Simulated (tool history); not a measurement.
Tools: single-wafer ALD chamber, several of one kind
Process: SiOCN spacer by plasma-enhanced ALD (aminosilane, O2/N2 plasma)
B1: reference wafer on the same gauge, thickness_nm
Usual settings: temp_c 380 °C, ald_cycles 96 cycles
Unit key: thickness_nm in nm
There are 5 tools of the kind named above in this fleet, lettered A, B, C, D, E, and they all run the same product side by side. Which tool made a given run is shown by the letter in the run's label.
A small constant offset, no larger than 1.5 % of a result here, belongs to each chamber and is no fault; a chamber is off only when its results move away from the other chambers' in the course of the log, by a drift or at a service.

{"run": "1D", "day": 0.192, "temp_c": 380, "ald_cycles": 96, "B1": 6.353, "thickness_nm": 5.8186}
{"run": "2A", "day": 0.467, "temp_c": 380, "ald_cycles": 96, "B1": 6.3529, "thickness_nm": 5.8045}
{"run": "3E", "day": 0.833, "temp_c": 380, "ald_cycles": 96, "B1": 6.3561, "thickness_nm": 5.763}
{"run": "4B", "day": 1.008, "temp_c": 380, "ald_cycles": 96, "B1": 6.351, "thickness_nm": 5.8096}
{"run": "5C", "day": 1.271, "temp_c": 380, "ald_cycles": 96, "B1": 6.3569, "thickness_nm": 5.7306}
{"run": "6D", "day": 1.533, "temp_c": 380, "ald_cycles": 96, "B1": 6.3578, "thickness_nm": 5.8241}
{"run": "7E", "day": 1.879, "temp_c": 380, "ald_cycles": 96, "B1": 6.3589, "thickness_nm": 5.7604}
{"run": "8A", "day": 2.271, "temp_c": 380, "ald_cycles": 96, "B1": 6.3583, "thickness_nm": 5.8297}
{"run": "9B", "day": 2.608, "temp_c": 380, "ald_cycles": 96, "B1": 6.3586, "thickness_nm": 5.8092}
{"run": "10C", "day": 2.904, "temp_c": 380, "ald_cycles": 96, "B1": 6.3649, "thickness_nm": 5.7222}
{"run": "11C", "day": 3.088, "temp_c": 380, "ald_cycles": 104, "B1": 6.3608, "thickness_nm": 6.2238}
{"run": "12E", "day": 3.358, "temp_c": 380, "ald_cycles": 104, "B1": 6.3601, "thickness_nm": 6.252}
{"run": "13D", "day": 3.746, "temp_c": 380, "ald_cycles": 104, "B1": 6.3643, "thickness_nm": 6.2968}
{"run": "14B", "day": 4.112, "temp_c": 380, "ald_cycles": 104, "B1": 6.365, "thickness_nm": 6.2995}
{"run": "15A", "day": 4.425, "temp_c": 380, "ald_cycles": 104, "B1": 6.3643, "thickness_nm": 6.3035}
{"run": "16A", "day": 4.729, "temp_c": 380, "ald_cycles": 96, "B1": 6.3632, "thickness_nm": 5.8416}
{"run": "17E", "day": 5.004, "temp_c": 380, "ald_cycles": 96, "B1": 6.3684, "thickness_nm": 5.7813}
{"run": "18D", "day": 5.2, "temp_c": 380, "ald_cycles": 96, "B1": 6.3686, "thickness_nm": 5.8429}
{"run": "19B", "day": 5.483, "temp_c": 380, "ald_cycles": 96, "B1": 6.3694, "thickness_nm": 5.8284}
{"run": "20C", "day": 5.85, "temp_c": 380, "ald_cycles": 96, "B1": 6.3731, "thickness_nm": 5.7587}
{"run": "21B", "day": 6.075, "temp_c": 380, "ald_cycles": 96, "B1": 6.3714, "thickness_nm": 5.8212}
{"run": "22A", "day": 6.438, "temp_c": 386, "ald_cycles": 96, "B1": 6.3738, "thickness_nm": 5.8287}
{"run": "23D", "day": 6.775, "temp_c": 386, "ald_cycles": 96, "B1": 6.374, "thickness_nm": 5.8432}
{"run": "24E", "day": 7.108, "temp_c": 386, "ald_cycles": 96, "B1": 6.3756, "thickness_nm": 5.7878}
{"run": "25C", "day": 7.333, "temp_c": 386, "ald_cycles": 96, "B1": 6.3786, "thickness_nm": 5.7655}
{"run": "26E", "day": 7.729, "temp_c": 386, "ald_cycles": 96, "B1": 6.3752, "thickness_nm": 5.7829}
{"run": "27D", "day": 7.925, "temp_c": 385, "ald_cycles": 82, "B1": 6.3792, "thickness_nm": 4.9911}
{"run": "28B", "day": 8.208, "temp_c": 385, "ald_cycles": 82, "B1": 6.3802, "thickness_nm": 4.9826}
{"run": "29C", "day": 8.508, "temp_c": 385, "ald_cycles": 82, "B1": 6.3795, "thickness_nm": 4.9232}
{"run": "30A", "day": 8.871, "temp_c": 385, "ald_cycles": 82, "B1": 6.3814, "thickness_nm": 4.9921}
{"run": "31E", "day": 9.162, "temp_c": 385, "ald_cycles": 82, "B1": 6.3827, "thickness_nm": 4.9508}
{"run": "32D", "day": 9.383, "temp_c": 380, "ald_cycles": 96, "B1": 6.3832, "thickness_nm": 5.8371}
{"run": "33B", "day": 9.625, "temp_c": 392, "ald_cycles": 104, "B1": 6.3852, "thickness_nm": 6.3205}
{"run": "34A", "day": 9.808, "temp_c": 392, "ald_cycles": 104, "B1": 6.3835, "thickness_nm": 6.3306}
{"run": "35C", "day": 10.004, "temp_c": 392, "ald_cycles": 104, "B1": 6.3864, "thickness_nm": 6.2345}
{"run": "36B", "day": 10.329, "temp_c": 392, "ald_cycles": 104, "B1": 6.3912, "thickness_nm": 6.3177}
{"run": "37E", "day": 10.621, "temp_c": 392, "ald_cycles": 104, "B1": 6.3879, "thickness_nm": 6.2741}
{"run": "38D", "day": 10.804, "temp_c": 380, "ald_cycles": 96, "B1": 6.3888, "thickness_nm": 5.848}
{"run": "39A", "day": 11.158, "temp_c": 380, "ald_cycles": 96, "B1": 6.3885, "thickness_nm": 5.8525}

Is one chamber off against the others, does the gauge drift, or is nothing wrong? If a chamber is off, say which, and what the likeliest cause is.

No chamber is off; the gauge reading every chamber's wafers drifts, which makes the whole fleet appear to move together.
Likeliest cause: gauge reads high (%) = 0.653.

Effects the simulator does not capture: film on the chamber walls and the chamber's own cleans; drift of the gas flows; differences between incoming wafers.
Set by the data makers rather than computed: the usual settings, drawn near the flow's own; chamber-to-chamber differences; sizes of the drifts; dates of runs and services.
